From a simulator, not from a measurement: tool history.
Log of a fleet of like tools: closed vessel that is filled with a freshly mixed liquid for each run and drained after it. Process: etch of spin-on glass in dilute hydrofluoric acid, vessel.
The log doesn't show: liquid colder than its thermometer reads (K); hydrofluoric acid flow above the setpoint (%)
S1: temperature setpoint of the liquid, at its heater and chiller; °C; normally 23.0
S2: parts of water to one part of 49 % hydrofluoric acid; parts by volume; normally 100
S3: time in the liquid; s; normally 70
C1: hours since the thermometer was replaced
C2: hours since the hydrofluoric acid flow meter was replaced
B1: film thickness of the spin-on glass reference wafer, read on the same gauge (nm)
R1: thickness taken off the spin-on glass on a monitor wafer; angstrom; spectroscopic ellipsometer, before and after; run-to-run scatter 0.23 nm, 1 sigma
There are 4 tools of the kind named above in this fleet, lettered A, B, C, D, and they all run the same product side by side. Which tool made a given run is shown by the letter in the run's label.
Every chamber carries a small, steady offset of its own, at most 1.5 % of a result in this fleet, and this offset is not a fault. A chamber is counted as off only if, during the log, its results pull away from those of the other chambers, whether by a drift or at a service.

| run | hour | S1 | S2 | S3 | C1 | C2 | B1 | R1 |
|---|---|---|---|---|---|---|---|---|
| 1D | 6.7 | 23.0 | 100 | 70 | 492.6 | 826.6 | 50.002 | 379.52 |
|  | 12.4 | chamber C: hydrofluoric acid flow meter replaced |
|  | 15.8 | chamber B: thermometer replaced |
| 2B | 16.9 | 23.0 | 100 | 70 | 1.2 | 566.4 | 49.990 | 384.69 |
| 3C | 26.3 | 23.0 | 100 | 70 | 601.4 | 13.9 | 50.004 | 380.26 |
| 4A | 33.5 | 23.0 | 100 | 70 | 333.1 | 542.3 | 49.991 | 375.22 |
| 5D | 42.2 | 23.0 | 100 | 70 | 528.1 | 862.1 | 49.998 | 381.22 |
| 6A | 51.3 | 23.0 | 100 | 70 | 350.9 | 560.1 | 49.960 | 380.65 |
| 7C | 61.4 | 23.0 | 100 | 70 | 636.5 | 49.0 | 50.019 | 380.50 |
| 8B | 66.5 | 23.0 | 100 | 70 | 50.8 | 616.0 | 49.991 | 387.72 |
| 9D | 74.8 | 27.5 | 130 | 70 | 560.7 | 894.7 | 50.015 | 334.92 |
| 10C | 83.6 | 27.5 | 130 | 70 | 658.7 | 71.2 | 50.022 | 336.34 |
| 11B | 92.3 | 27.5 | 130 | 70 | 76.6 | 641.8 | 50.004 | 335.51 |
| 12A | 103.2 | 27.5 | 130 | 70 | 402.8 | 612.0 | 50.013 | 337.16 |
| 13B | 111.9 | 23.0 | 100 | 70 | 96.2 | 661.4 | 50.038 | 389.55 |
| 14A | 119.5 | 23.0 | 100 | 70 | 419.1 | 628.3 | 49.986 | 380.48 |
| 15C | 127.3 | 23.0 | 100 | 70 | 702.4 | 114.9 | 50.004 | 379.05 |
| 16D | 133.6 | 23.0 | 100 | 70 | 619.5 | 953.5 | 50.006 | 384.17 |
| 17A | 143.8 | 23.0 | 100 | 70 | 443.4 | 652.6 | 50.022 | 376.66 |
| 18B | 148.7 | 23.0 | 100 | 70 | 133.0 | 698.2 | 50.017 | 390.22 |
| 19D | 157.5 | 23.0 | 100 | 70 | 643.4 | 977.4 | 50.001 | 380.09 |
| 20C | 162.7 | 23.0 | 100 | 70 | 737.8 | 150.3 | 50.027 | 381.75 |
| 21C | 171.7 | 23.0 | 100 | 70 | 746.8 | 159.3 | 49.981 | 385.33 |
| 22A | 181.8 | 23.0 | 100 | 70 | 481.4 | 690.6 | 50.021 | 376.81 |
| 23B | 189.8 | 23.0 | 100 | 70 | 174.1 | 739.3 | 50.025 | 392.00 |
| 24D | 199.0 | 23.0 | 100 | 70 | 684.9 | 1018.9 | 50.000 | 378.33 |
| 25A | 209.0 | 23.0 | 100 | 70 | 508.6 | 717.8 | 49.983 | 375.02 |
| 26C | 215.8 | 23.0 | 100 | 70 | 790.9 | 203.4 | 50.019 | 380.05 |
| 27D | 220.5 | 23.0 | 100 | 70 | 706.4 | 1040.4 | 50.021 | 378.65 |
| 28B | 226.9 | 23.0 | 100 | 70 | 211.2 | 776.4 | 49.998 | 401.50 |
| 29B | 237.1 | 23.0 | 100 | 70 | 221.4 | 786.6 | 50.030 | 402.24 |
| 30D | 244.0 | 23.0 | 100 | 70 | 729.9 | 1063.9 | 49.994 | 380.62 |
| 31C | 249.8 | 23.0 | 100 | 70 | 824.9 | 237.4 | 50.021 | 381.91 |
| 32A | 256.8 | 23.0 | 100 | 70 | 556.4 | 765.6 | 49.999 | 376.76 |
| 33C | 262.9 | 23.0 | 100 | 70 | 838.0 | 250.5 | 49.990 | 387.38 |
| 34D | 270.0 | 23.0 | 100 | 70 | 755.9 | 1089.9 | 49.995 | 383.27 |
| 35A | 279.2 | 23.0 | 100 | 70 | 578.8 | 788.0 | 50.026 | 380.29 |
| 36B | 286.0 | 23.0 | 75 | 70 | 270.3 | 835.5 | 50.000 | 568.82 |
| 37D | 295.5 | 23.0 | 75 | 70 | 781.4 | 1115.4 | 49.988 | 524.51 |
| 38B | 305.3 | 23.0 | 75 | 70 | 289.6 | 854.8 | 49.995 | 567.33 |
| 39A | 310.5 | 23.0 | 75 | 70 | 610.1 | 819.3 | 49.997 | 519.39 |

For the next run the whole fleet of 4 chambers uses the same settings. Give each chamber's results:
| 40A | 318.3 | 27.0 | 100 | 70 |  |  |  | ? |
| 40B | 318.3 | 27.0 | 100 | 70 |  |  |  | ? |
| 40C | 318.3 | 27.0 | 100 | 70 |  |  |  | ? |
| 40D | 318.3 | 27.0 | 100 | 70 |  |  |  | ? |

| run | R1 |
|---|---|
| 40A | 436.66 |
| 40B | 478.24 |
| 40C | 448.52 |
| 40D | 450.17 |

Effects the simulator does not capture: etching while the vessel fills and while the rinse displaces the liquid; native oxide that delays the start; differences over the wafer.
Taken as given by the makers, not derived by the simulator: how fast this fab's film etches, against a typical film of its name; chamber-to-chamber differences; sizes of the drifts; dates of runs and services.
